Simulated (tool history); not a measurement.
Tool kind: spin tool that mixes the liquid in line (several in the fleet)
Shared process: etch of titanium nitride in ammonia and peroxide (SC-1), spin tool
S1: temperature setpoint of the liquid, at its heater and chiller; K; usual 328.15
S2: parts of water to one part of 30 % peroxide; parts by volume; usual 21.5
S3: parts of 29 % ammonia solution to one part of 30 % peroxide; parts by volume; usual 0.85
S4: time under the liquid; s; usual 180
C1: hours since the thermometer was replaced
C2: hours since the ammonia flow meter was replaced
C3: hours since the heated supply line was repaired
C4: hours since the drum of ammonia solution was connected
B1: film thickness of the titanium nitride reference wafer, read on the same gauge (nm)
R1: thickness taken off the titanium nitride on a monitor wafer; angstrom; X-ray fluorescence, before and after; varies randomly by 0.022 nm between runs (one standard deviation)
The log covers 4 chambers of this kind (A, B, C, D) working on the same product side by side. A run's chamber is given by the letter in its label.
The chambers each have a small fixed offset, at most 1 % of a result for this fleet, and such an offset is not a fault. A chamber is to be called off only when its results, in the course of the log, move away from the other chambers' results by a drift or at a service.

Run 1D, day 0.354: usual settings; C1 245.0; C2 1177.7; C3 338.4; C4 386.3; B1 120.00. Result: R1 64.544 angstrom.
Run 2C, day 0.738: usual settings; C1 1718.0; C2 282.7; C3 1221.7; C4 354.4; B1 119.99. Result: R1 64.488 angstrom.
Run 3A, day 1.012: usual settings; C1 796.2; C2 1678.3; C3 910.3; C4 157.0; B1 120.00. Result: R1 65.356 angstrom.
Run 4B, day 1.312: usual settings; C1 1036.7; C2 1474.7; C3 115.8; C4 94.4; B1 120.02. Result: R1 64.693 angstrom.
Run 5D, day 1.629: usual settings; C1 275.6; C2 1208.3; C3 369.0; C4 416.9; B1 120.00. Result: R1 64.258 angstrom.
Run 6B, day 1.992: usual settings but S1 323.15 K, S2 17.0 parts by volume; C1 1053.0; C2 1491.0; C3 132.1; C4 110.7; B1 120.00. Result: R1 52.589 angstrom.
Run 7C, day 2.242: usual settings but S1 323.15 K, S2 17.0 parts by volume; C1 1754.1; C2 318.8; C3 1257.8; C4 390.5; B1 120.00. Result: R1 51.741 angstrom.
Run 8A, day 2.508: usual settings but S1 323.15 K, S2 17.0 parts by volume; C1 832.1; C2 1714.2; C3 946.2; C4 192.9; B1 120.01. Result: R1 52.277 angstrom.
Run 9A, day 2.738: usual settings but S1 323.15 K, S2 17.0 parts by volume; C1 837.6; C2 1719.7; C3 951.7; C4 198.4; B1 119.99. Result: R1 52.913 angstrom.
At day 2.962: chamber A: ammonia flow meter replaced.
Run 10B, day 3.017: usual settings but S1 320.15 K, S4 255 s; C1 1077.6; C2 1515.6; C3 156.7; C4 135.3; B1 119.99. Result: R1 52.360 angstrom.
Run 11D, day 3.346: usual settings but S1 320.15 K, S4 255 s; C1 316.8; C2 1249.5; C3 410.2; C4 458.1; B1 120.02. Result: R1 52.723 angstrom.
Run 12C, day 3.629: usual settings but S1 320.15 K, S4 255 s; C1 1787.4; C2 352.1; C3 1291.1; C4 423.8; B1 119.99. Result: R1 52.544 angstrom.
Run 13C, day 4.021: usual settings but S1 320.15 K, S4 255 s; C1 1796.8; C2 361.5; C3 1300.5; C4 433.2; B1 120.01. Result: R1 52.376 angstrom.
Run 14A, day 4.421: usual settings; C1 878.0; C2 35.1; C3 992.1; C4 238.8; B1 120.01. Result: R1 64.930 angstrom.
At day 4.758: chamber B: thermometer replaced.
Run 15D, day 4.758: usual settings; C1 350.7; C2 1283.4; C3 444.1; C4 492.0; B1 119.96. Result: R1 64.558 angstrom.
Run 16B, day 5.142: usual settings; C1 9.2; C2 1566.6; C3 207.7; C4 186.3; B1 119.99. Result: R1 64.967 angstrom.
Run 17D, day 5.379: usual settings; C1 365.6; C2 1298.3; C3 459.0; C4 506.9; B1 120.01. Result: R1 64.598 angstrom.
At day 5.567: chamber D: ammonia flow meter replaced.
Run 18B, day 5.588: usual settings; C1 19.9; C2 1577.3; C3 218.4; C4 197.0; B1 119.98. Result: R1 64.705 angstrom.
Run 19C, day 5.888: usual settings; C1 1841.6; C2 406.3; C3 1345.3; C4 478.0; B1 120.02. Result: R1 63.943 angstrom.
Run 20A, day 6.133: usual settings; C1 919.1; C2 76.2; C3 1033.2; C4 279.9; B1 120.01. Result: R1 64.910 angstrom.
Run 21D, day 6.450: usual settings; C1 391.3; C2 21.3; C3 484.7; C4 532.6; B1 120.00. Result: R1 64.832 angstrom.
Run 22C, day 6.767: usual settings; C1 1862.7; C2 427.4; C3 1366.4; C4 499.1; B1 120.02. Result: R1 63.910 angstrom.
Run 23A, day 7.154: usual settings; C1 943.6; C2 100.7; C3 1057.7; C4 304.4; B1 119.99. Result: R1 65.210 angstrom.
Run 24B, day 7.550: usual settings; C1 67.0; C2 1624.4; C3 265.5; C4 244.1; B1 120.01. Result: R1 64.610 angstrom.
Run 25A, day 7.971: usual settings; C1 963.2; C2 120.3; C3 1077.3; C4 324.0; B1 120.01. Result: R1 65.146 angstrom.
Run 26C, day 8.162: usual settings; C1 1896.2; C2 460.9; C3 1399.9; C4 532.6; B1 120.01. Result: R1 63.857 angstrom.
Run 27B, day 8.462: usual settings but S1 319.65 K; C1 88.9; C2 1646.3; C3 287.4; C4 266.0; B1 120.00. Result: R1 35.743 angstrom.
Run 28D, day 8.721: usual settings but S1 319.65 K; C1 445.8; C2 75.8; C3 539.2; C4 587.1; B1 119.99. Result: R1 35.868 angstrom.
Run 29C, day 8.992: usual settings but S1 319.65 K; C1 1916.1; C2 480.8; C3 1419.8; C4 552.5; B1 120.00. Result: R1 35.643 angstrom.
Run 30B, day 9.283: usual settings but S1 319.65 K; C1 108.6; C2 1666.0; C3 307.1; C4 285.7; B1 120.01. Result: R1 35.607 angstrom.

Next, all 4 chambers run the settings below, one line each with question marks for the results. What does each chamber give?
Run 31A, day 9.583: usual settings. Result: R1 ?.
Run 31B, day 9.583: usual settings. Result: R1 ?.
Run 31C, day 9.583: usual settings. Result: R1 ?.
Run 31D, day 9.583: usual settings. Result: R1 ?.

run      R1
31A  64.867
31B  64.674
31C  63.969
31D  64.910

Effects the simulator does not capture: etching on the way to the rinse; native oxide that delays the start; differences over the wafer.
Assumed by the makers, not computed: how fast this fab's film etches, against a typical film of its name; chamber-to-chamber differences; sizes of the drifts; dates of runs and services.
